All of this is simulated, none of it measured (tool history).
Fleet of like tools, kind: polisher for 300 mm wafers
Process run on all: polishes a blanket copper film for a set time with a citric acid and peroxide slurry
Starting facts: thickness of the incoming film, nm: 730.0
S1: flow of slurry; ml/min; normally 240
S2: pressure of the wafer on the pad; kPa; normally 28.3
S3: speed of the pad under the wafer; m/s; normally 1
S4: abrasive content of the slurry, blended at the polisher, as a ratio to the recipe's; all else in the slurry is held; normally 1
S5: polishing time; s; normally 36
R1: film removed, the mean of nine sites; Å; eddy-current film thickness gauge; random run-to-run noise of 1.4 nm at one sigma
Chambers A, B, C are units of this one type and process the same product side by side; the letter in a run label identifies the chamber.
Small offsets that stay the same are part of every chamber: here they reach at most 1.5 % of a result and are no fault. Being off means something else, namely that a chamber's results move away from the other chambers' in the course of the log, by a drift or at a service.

| run | hour | S1 | S2 | S3 | S4 | S5 | R1 |
|---|---|---|---|---|---|---|---|
|  | 1.6 | chamber C: slurry blender recalibrated |
| 1C | 10.3 | 240 | 28.3 | 1 | 1 | 36 | 1141 |
| 2A | 17 | 240 | 28.3 | 1 | 1 | 36 | 1182.1 |
|  | 19.8 | chamber B: worn pad replaced by a new one |
| 3B | 25 | 240 | 28.3 | 1 | 1 | 36 | 1189.1 |
| 4C | 34.4 | 240 | 28.3 | 1 | 1 | 36 | 1146.6 |
|  | 39.3 | chamber A: head pressure recalibrated |
| 5B | 47.5 | 240 | 28.3 | 1 | 1 | 36 | 1186.8 |
| 6A | 56.3 | 240 | 28.3 | 1 | 1 | 36 | 1198.8 |
|  | 58.7 | chamber C: worn pad replaced by a new one |
| 7B | 65.2 | 240 | 28.3 | 0.72 | 1 | 36 | 861.43 |
| 8A | 73.4 | 240 | 28.3 | 0.72 | 1 | 36 | 837.74 |
| 9C | 80.3 | 240 | 28.3 | 0.72 | 1 | 36 | 844.91 |
|  | 90.6 | chamber A: worn pad replaced by a new one |
| 10A | 90.7 | 240 | 28.3 | 1 | 1 | 36 | 1215.9 |
|  | 94.2 | chamber B: worn pad replaced by a new one |
| 11C | 103.4 | 240 | 28.3 | 1 | 1 | 36 | 1140.3 |
|  | 106.3 | chamber C: head pressure recalibrated |
| 12B | 114.7 | 240 | 28.3 | 1 | 1 | 36 | 1179.2 |
|  | 117.8 | chamber B: slurry blender recalibrated |
| 13A | 129 | 240 | 28.3 | 1 | 1 | 32 | 1079.2 |
|  | 135.9 | chamber C: worn pad replaced by a new one |
| 14C | 140.8 | 240 | 28.3 | 1 | 1 | 32 | 1006.8 |
|  | 143.3 | chamber C: slurry nozzle cleaned |
| 15B | 148.2 | 240 | 28.3 | 1 | 1 | 32 | 1026.5 |
| 16A | 159.8 | 240 | 28.3 | 1 | 1 | 36 | 1181 |
| 17B | 170.4 | 240 | 28.3 | 1 | 1 | 36 | 1149 |
|  | 175.1 | chamber A: worn pad replaced by a new one |
| 18C | 181.2 | 240 | 28.3 | 1 | 1 | 36 | 1151.6 |
|  | 184.4 | chamber B: worn pad replaced by a new one |
| 19B | 193.5 | 240 | 28.3 | 1 | 1 | 36 | 1174.4 |
|  | 203.8 | chamber B: slurry nozzle cleaned |
| 20C | 205.3 | 240 | 28.3 | 1 | 1 | 36 | 1145.1 |
|  | 211.9 | chamber C: worn pad replaced by a new one |
| 21A | 219.6 | 240 | 28.3 | 1 | 1 | 36 | 1150.7 |
| 22B | 226.6 | 240 | 28.3 | 1 | 1 | 36 | 1179.5 |
| 23A | 239.5 | 240 | 28.3 | 1 | 1 | 36 | 1190.1 |
| 24C | 253.5 | 240 | 28.3 | 1 | 1 | 36 | 1122.7 |
|  | 257.3 | chamber B: worn pad replaced by a new one |
| 25A | 263.5 | 240 | 28.3 | 1 | 1 | 36 | 1156.1 |
|  | 266.7 | chamber A: worn pad replaced by a new one |
|  | 272.9 | chamber C: slurry blender recalibrated |
| 26C | 276.5 | 240 | 28.3 | 1 | 1 | 36 | 1155.8 |
|  | 284.1 | chamber C: worn pad replaced by a new one |
| 27B | 289 | 240 | 28.3 | 1 | 1 | 36 | 1181.9 |
| 28A | 296.2 | 240 | 28.3 | 1 | 1 | 36 | 1178.4 |
| 29B | 306.6 | 240 | 28.3 | 1 | 1 | 36 | 1191.1 |
| 30C | 315.2 | 240 | 28.3 | 1 | 1 | 36 | 1144.4 |
| 31A | 325.5 | 240 | 28.3 | 1 | 1 | 36 | 1163.2 |
| 32C | 335.7 | 240 | 28.3 | 1 | 1 | 36 | 1148 |
| 33B | 344.2 | 240 | 28.3 | 1 | 1 | 36 | 1188.4 |
|  | 346.4 | chamber A: worn pad replaced by a new one |
|  | 346.6 | chamber B: worn pad replaced by a new one |
| 34C | 358 | 240 | 28.3 | 1 | 1 | 36 | 1151.1 |
| 35B | 368.4 | 240 | 28.3 | 1 | 1 | 36 | 1185.1 |
|  | 374.1 | chamber C: worn pad replaced by a new one |
|  | 374.3 | chamber C: slurry nozzle cleaned |
| 36A | 378.6 | 240 | 37.2 | 1 | 0.8 | 36 | 1460.8 |
|  | 378.8 | chamber A: head pressure recalibrated |
| 37A | 390.7 | 240 | 37.2 | 1 | 0.8 | 36 | 1500.5 |
| 38C | 397.3 | 240 | 37.2 | 1 | 0.8 | 36 | 1445.4 |
| 39B | 403.5 | 240 | 28.3 | 1 | 1 | 36 | 1160.9 |
| 40C | 417.5 | 240 | 28.3 | 1 | 1 | 36 | 1174.6 |

Each of the 3 chambers runs these same settings next. Fill in every chamber's results:
| 41A | 427.8 | 240 | 28.3 | 1 | 1 | 36 | ? |
| 41B | 427.8 | 240 | 28.3 | 1 | 1 | 36 | ? |
| 41C | 427.8 | 240 | 28.3 | 1 | 1 | 36 | ? |

| run | R1 |
|---|---|
| 41A | 1178.6 |
| 41B | 1163.3 |
| 41C | 1138 |

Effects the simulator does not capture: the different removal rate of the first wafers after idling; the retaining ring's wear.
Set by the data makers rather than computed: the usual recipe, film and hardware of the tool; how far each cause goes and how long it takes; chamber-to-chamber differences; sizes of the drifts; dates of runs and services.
